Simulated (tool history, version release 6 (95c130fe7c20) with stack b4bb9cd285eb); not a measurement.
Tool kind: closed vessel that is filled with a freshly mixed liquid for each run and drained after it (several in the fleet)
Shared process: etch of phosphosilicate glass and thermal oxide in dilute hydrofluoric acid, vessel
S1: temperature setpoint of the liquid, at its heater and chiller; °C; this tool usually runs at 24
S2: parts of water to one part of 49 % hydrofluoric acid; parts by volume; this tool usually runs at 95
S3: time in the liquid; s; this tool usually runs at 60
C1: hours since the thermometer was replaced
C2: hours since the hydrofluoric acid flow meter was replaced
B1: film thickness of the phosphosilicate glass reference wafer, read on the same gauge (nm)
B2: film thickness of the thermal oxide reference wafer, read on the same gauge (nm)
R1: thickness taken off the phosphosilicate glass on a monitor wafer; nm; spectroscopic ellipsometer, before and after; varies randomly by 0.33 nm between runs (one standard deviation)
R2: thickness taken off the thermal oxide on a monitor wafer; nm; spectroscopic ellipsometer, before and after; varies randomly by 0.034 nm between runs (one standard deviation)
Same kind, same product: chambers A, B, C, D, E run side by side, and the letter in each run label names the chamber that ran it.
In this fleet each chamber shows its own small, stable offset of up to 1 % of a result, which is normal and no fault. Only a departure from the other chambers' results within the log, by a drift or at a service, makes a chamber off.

run   hour  S1  S2  S3      C1      C2      B1      B2      R1      R2
 1A    8.1  24  95  60    63.9     659  119.97  140.01  67.251  3.1442
 2D     16  24  95  60   662.1  1069.3  119.94     140  67.226  3.1291
 3E   20.9  24  95  60   716.8   414.6  120.01  139.99  67.007  3.1073
 4B   28.7  24  95  60  1601.7   987.7     120  139.99  67.195  3.1036
 5C   35.9  24  95  60   279.4   654.8     120  140.02  66.966  3.1145
 6E   43.7  24  95  60   739.6   437.4  120.03  139.98  66.819  3.1416
 7B   54.1  24  95  60  1627.1  1013.1  120.01     140  67.374  3.1526
 8D   59.1  24  95  60   705.2  1112.4     120     140  67.096  3.1208
 9C   69.1  24  95  60   312.6     688  120.01  140.01  66.984  3.1138
10A   79.1  24  95  60   134.9     730  119.99     140  66.901  3.1081
11A   84.7  24  95  60   140.5   735.6  120.01  139.99  67.659  3.0769
12B   90.9  24  95  60  1663.9  1049.9  120.02  139.98  66.513   3.157
13C  100.2  24  95  60   343.7   719.1  119.95  140.01  67.598  3.1397
14D  109.5  24  95  60   755.6  1162.8  120.02  140.01  66.665  3.1146
15E  118.9  24  95  60   814.8   512.6  120.03  139.99  66.469  3.1312
16D  128.6  24  95  60   774.7  1181.9  119.99  139.98  66.896  3.0991
17C  135.3  24  95  60   378.8   754.2  119.98  139.99  67.121  3.0796
18E  141.7  26  95  40   837.6   535.4  120.04  140.02  48.158  2.2658
19B  151.8  26  95  40  1724.8  1110.8     120  140.02  47.956  2.2698
20A  159.4  26  95  40   215.2   810.3  120.03  139.99  48.252    2.25
21E  167.3  26  95  40   863.2     561     120  140.01  48.337  2.2733
22C  177.7  26  95  40   421.2   796.6  119.97     140  48.788  2.2059
23A  184.4  24  95  60   240.2   835.3  120.06     140  67.037   3.073
24B    194  24  95  60    1767    1153  120.04     140  67.033  3.1461
25D    201  24  95  60   847.1  1254.3  120.02  140.01  67.267  3.1164
26E  207.9  24  95  60   903.8   601.6  120.01  139.99  66.996  3.0827
27B  214.3  24  95  60  1787.3  1173.3     120  140.01   67.23  3.1253
     220.6  -- chamber A: hydrofluoric acid flow meter replaced
28D    221  24  95  60   867.1  1274.3     120     140  67.078  3.1166
29C  226.5  24  95  60     470   845.4  120.02     140  66.857  3.1044
30A  235.2  24  95  60     291    14.7     120  140.01  67.616  3.0954
31B  240.1  24  95  60  1813.1  1199.1  119.92  140.02  67.049  3.0921

Next, every chamber runs the same settings. What will each give?
32A  247.7  24  140  60                   ?   ?
32B  247.7  24  140  60                   ?   ?
32C  247.7  24  140  60                   ?   ?
32D  247.7  24  140  60                   ?   ?
32E  247.7  24  140  60                   ?   ?

run      R1      R2
32A  43.295  2.0418
32B  43.169  2.0033
32C  43.257  1.9672
32D  43.289  1.9834
32E  43.225  2.0034

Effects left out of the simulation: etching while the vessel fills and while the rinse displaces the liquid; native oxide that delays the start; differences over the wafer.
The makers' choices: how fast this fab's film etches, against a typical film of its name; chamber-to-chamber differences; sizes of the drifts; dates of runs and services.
